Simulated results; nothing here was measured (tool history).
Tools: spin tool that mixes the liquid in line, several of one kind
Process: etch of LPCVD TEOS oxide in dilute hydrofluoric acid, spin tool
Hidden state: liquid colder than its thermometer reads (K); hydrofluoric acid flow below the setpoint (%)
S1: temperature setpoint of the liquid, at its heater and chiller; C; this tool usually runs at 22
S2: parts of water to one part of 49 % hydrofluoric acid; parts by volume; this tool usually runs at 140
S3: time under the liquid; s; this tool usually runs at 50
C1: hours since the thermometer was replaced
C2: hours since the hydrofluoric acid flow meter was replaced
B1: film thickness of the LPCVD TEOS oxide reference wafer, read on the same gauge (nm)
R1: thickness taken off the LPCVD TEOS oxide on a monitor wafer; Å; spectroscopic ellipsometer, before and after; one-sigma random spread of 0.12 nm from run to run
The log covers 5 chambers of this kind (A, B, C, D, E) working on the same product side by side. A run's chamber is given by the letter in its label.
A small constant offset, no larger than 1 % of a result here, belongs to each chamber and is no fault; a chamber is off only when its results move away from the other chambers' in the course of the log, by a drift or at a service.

{"run": "1D", "hour": 5.3, "S1": 22, "S2": 140, "S3": 50, "C1": 795.2, "C2": 145.0, "B1": 50.007, "R1": 125.19}
{"run": "2C", "hour": 14.4, "S1": 22, "S2": 140, "S3": 50, "C1": 401.0, "C2": 63.7, "B1": 50.006, "R1": 126.07}
{"run": "3B", "hour": 20.1, "S1": 22, "S2": 140, "S3": 50, "C1": 1039.9, "C2": 1235.3, "B1": 50.009, "R1": 123.97}
{"run": "4E", "hour": 29.6, "S1": 22, "S2": 140, "S3": 50, "C1": 1282.9, "C2": 115.5, "B1": 50.015, "R1": 123.77}
{"run": "5A", "hour": 35.8, "S1": 22, "S2": 95, "S3": 25, "C1": 1645.5, "C2": 647.6, "B1": 50.008, "R1": 95.103}
{"run": "6C", "hour": 44.8, "S1": 22, "S2": 95, "S3": 25, "C1": 431.4, "C2": 94.1, "B1": 49.988, "R1": 96.549}
{"run": "7B", "hour": 52.8, "S1": 22, "S2": 95, "S3": 25, "C1": 1072.6, "C2": 1268.0, "B1": 50.007, "R1": 94.558}
{"run": "8A", "hour": 62.4, "S1": 22, "S2": 95, "S3": 25, "C1": 1672.1, "C2": 674.2, "B1": 49.994, "R1": 94.27}
{"run": "9D", "hour": 72.7, "S1": 22, "S2": 95, "S3": 25, "C1": 862.6, "C2": 212.4, "B1": 49.987, "R1": 95.442}
{"run": "10E", "hour": 80.4, "S1": 22, "S2": 140, "S3": 50, "C1": 1333.7, "C2": 166.3, "B1": 49.996, "R1": 125.08}
{"hour": 81.2, "done": "chamber B: hydrofluoric acid flow meter replaced"}
{"run": "11D", "hour": 89.5, "S1": 22, "S2": 140, "S3": 50, "C1": 879.4, "C2": 229.2, "B1": 49.997, "R1": 125.84}
{"run": "12E", "hour": 94.8, "S1": 22, "S2": 140, "S3": 50, "C1": 1348.1, "C2": 180.7, "B1": 49.992, "R1": 120.33}
{"run": "13B", "hour": 103.3, "S1": 22, "S2": 110, "S3": 50, "C1": 1123.1, "C2": 22.1, "B1": 49.998, "R1": 164.8}
{"run": "14A", "hour": 108.5, "S1": 22, "S2": 110, "S3": 50, "C1": 1718.2, "C2": 720.3, "B1": 50.001, "R1": 162.55}
{"run": "15C", "hour": 117.4, "S1": 22, "S2": 110, "S3": 50, "C1": 504.0, "C2": 166.7, "B1": 49.997, "R1": 162.56}
{"run": "16B", "hour": 124.0, "S1": 22, "S2": 110, "S3": 50, "C1": 1143.8, "C2": 42.8, "B1": 50.007, "R1": 164.73}
{"run": "17A", "hour": 129.9, "S1": 22, "S2": 110, "S3": 50, "C1": 1739.6, "C2": 741.7, "B1": 50.018, "R1": 161.6}
{"run": "18C", "hour": 136.5, "S1": 22, "S2": 140, "S3": 50, "C1": 523.1, "C2": 185.8, "B1": 50.001, "R1": 124.41}
{"run": "19E", "hour": 146.5, "S1": 22, "S2": 140, "S3": 50, "C1": 1399.8, "C2": 232.4, "B1": 50.022, "R1": 119.61}
{"run": "20D", "hour": 151.3, "S1": 22, "S2": 175, "S3": 75, "C1": 941.2, "C2": 291.0, "B1": 50.002, "R1": 144.64}
{"run": "21D", "hour": 160.0, "S1": 22, "S2": 175, "S3": 75, "C1": 949.9, "C2": 299.7, "B1": 50.0, "R1": 146.65}
{"hour": 168.2, "done": "chamber B: thermometer replaced"}
{"run": "22C", "hour": 170.4, "S1": 22, "S2": 175, "S3": 75, "C1": 557.0, "C2": 219.7, "B1": 50.005, "R1": 142.3}
{"run": "23E", "hour": 178.2, "S1": 22, "S2": 175, "S3": 75, "C1": 1431.5, "C2": 264.1, "B1": 50.011, "R1": 137.2}
{"run": "24B", "hour": 187.8, "S1": 22, "S2": 175, "S3": 75, "C1": 19.6, "C2": 106.6, "B1": 50.008, "R1": 146.23}
{"run": "25A", "hour": 197.9, "S1": 22, "S2": 140, "S3": 50, "C1": 1807.6, "C2": 809.7, "B1": 50.003, "R1": 123.15}
{"run": "26E", "hour": 205.8, "S1": 22, "S2": 140, "S3": 50, "C1": 1459.1, "C2": 291.7, "B1": 49.989, "R1": 119.84}
{"run": "27A", "hour": 213.9, "S1": 22, "S2": 140, "S3": 50, "C1": 1823.6, "C2": 825.7, "B1": 49.987, "R1": 121.74}
{"run": "28D", "hour": 222.1, "S1": 22, "S2": 140, "S3": 35, "C1": 1012.0, "C2": 361.8, "B1": 50.002, "R1": 87.767}
{"run": "29C", "hour": 230.7, "S1": 22, "S2": 140, "S3": 35, "C1": 617.3, "C2": 280.0, "B1": 49.986, "R1": 87.125}
{"hour": 231.9, "done": "chamber C: thermometer replaced"}
{"run": "30B", "hour": 236.6, "S1": 22, "S2": 140, "S3": 35, "C1": 68.4, "C2": 155.4, "B1": 49.984, "R1": 88.452}
{"run": "31C", "hour": 242.8, "S1": 22, "S2": 140, "S3": 35, "C1": 10.9, "C2": 292.1, "B1": 49.998, "R1": 87.272}
{"run": "32B", "hour": 250.3, "S1": 22, "S2": 140, "S3": 35, "C1": 82.1, "C2": 169.1, "B1": 50.016, "R1": 85.754}
{"run": "33D", "hour": 256.1, "S1": 22, "S2": 140, "S3": 50, "C1": 1046.0, "C2": 395.8, "B1": 50.003, "R1": 124.79}
{"run": "34A", "hour": 264.7, "S1": 22, "S2": 140, "S3": 50, "C1": 1874.4, "C2": 876.5, "B1": 49.988, "R1": 122.62}
{"run": "35E", "hour": 270.7, "S1": 22, "S2": 140, "S3": 50, "C1": 1524.0, "C2": 356.6, "B1": 49.986, "R1": 116.42}
{"run": "36B", "hour": 278.9, "S1": 22, "S2": 140, "S3": 50, "C1": 110.7, "C2": 197.7, "B1": 49.98, "R1": 125.13}
{"run": "37A", "hour": 287.9, "S1": 22, "S2": 140, "S3": 50, "C1": 1897.6, "C2": 899.7, "B1": 50.009, "R1": 123.72}
{"run": "38E", "hour": 296.8, "S1": 22, "S2": 140, "S3": 50, "C1": 1550.1, "C2": 382.7, "B1": 50.005, "R1": 115.43}
{"run": "39C", "hour": 303.9, "S1": 22, "S2": 140, "S3": 50, "C1": 72.0, "C2": 353.2, "B1": 49.995, "R1": 123.47}

Next, all 5 chambers run the settings below, one line each with question marks for the results. What does each chamber give?
{"run": "40A", "hour": 311.4, "S1": 22, "S2": 140, "S3": 50, "R1": "?"}
{"run": "40B", "hour": 311.4, "S1": 22, "S2": 140, "S3": 50, "R1": "?"}
{"run": "40C", "hour": 311.4, "S1": 22, "S2": 140, "S3": 50, "R1": "?"}
{"run": "40D", "hour": 311.4, "S1": 22, "S2": 140, "S3": 50, "R1": "?"}
{"run": "40E", "hour": 311.4, "S1": 22, "S2": 140, "S3": 50, "R1": "?"}

run=40A R1=122.750
run=40B R1=124.010
run=40C R1=126.000
run=40D R1=124.020
run=40E R1=113.500
